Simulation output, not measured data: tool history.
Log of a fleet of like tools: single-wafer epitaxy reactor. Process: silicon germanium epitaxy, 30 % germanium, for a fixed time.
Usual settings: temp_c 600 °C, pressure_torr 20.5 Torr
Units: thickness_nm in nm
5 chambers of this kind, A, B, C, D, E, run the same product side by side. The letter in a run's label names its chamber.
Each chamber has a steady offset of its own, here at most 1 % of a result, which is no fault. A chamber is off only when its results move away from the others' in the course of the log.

run	hour	temp_c	pressure_torr	read-back reference wafer on the same gauge, thickness_nm	thickness_nm
1D	7.0	600	20.5	55.066	59.516
2C	15.7	600	20.5	55.085	59.533
3E	21.6	600	20.5	55.051	59.458
4B	25.7	600	20.5	55.173	59.340
5A	33.1	600	20.5	55.031	59.780
6A	40.9	600	20.5	55.204	59.902
7E	49.5	590	22.8	55.009	51.960
8D	55.4	590	22.8	55.035	52.132
# hour 57.1: chamber D: capacitance manometer re-zeroed and calibrated
9B	62.4	590	22.8	55.119	51.736
10C	71.0	590	22.8	55.049	50.952
11C	78.0	590	22.8	55.134	51.533
12E	84.9	600	22.4	55.198	61.705
13D	93.4	600	22.4	55.130	62.256
14A	98.1	600	22.4	55.140	62.444
15B	102.1	600	22.4	55.093	61.692
16D	108.2	600	22.4	54.988	61.566
17E	116.8	600	20.5	55.104	59.616
18A	122.3	600	20.5	55.086	60.191
19B	129.8	600	20.5	55.101	59.289
20C	136.6	600	20.5	55.100	59.337
21C	144.6	600	20.5	55.084	59.234
22A	149.2	600	20.5	55.110	60.014
23E	156.9	600	20.5	55.074	59.785
24D	161.7	600	20.5	55.071	59.617
25B	166.0	593	23.4	55.114	55.691
26D	172.9	593	23.4	55.126	55.365
27B	177.8	593	23.4	55.187	54.978
28E	181.8	593	23.4	55.004	55.483
29C	188.8	593	23.4	55.171	54.539
30A	195.6	600	20.5	55.035	59.678
31E	201.9	592	24.9	55.124	55.419
32C	206.9	592	24.9	55.147	55.261
33B	213.2	592	24.9	55.052	55.531
34A	219.0	592	24.9	55.153	56.023
35D	227.7	592	24.9	55.067	55.580

What goes on in this fleet: one chamber off, a drifting gauge, or nothing beyond the chambers' own small offsets? Name the chamber and the cause, if any.

No chamber stands off beyond its own small offset, and the gauge holds steady.
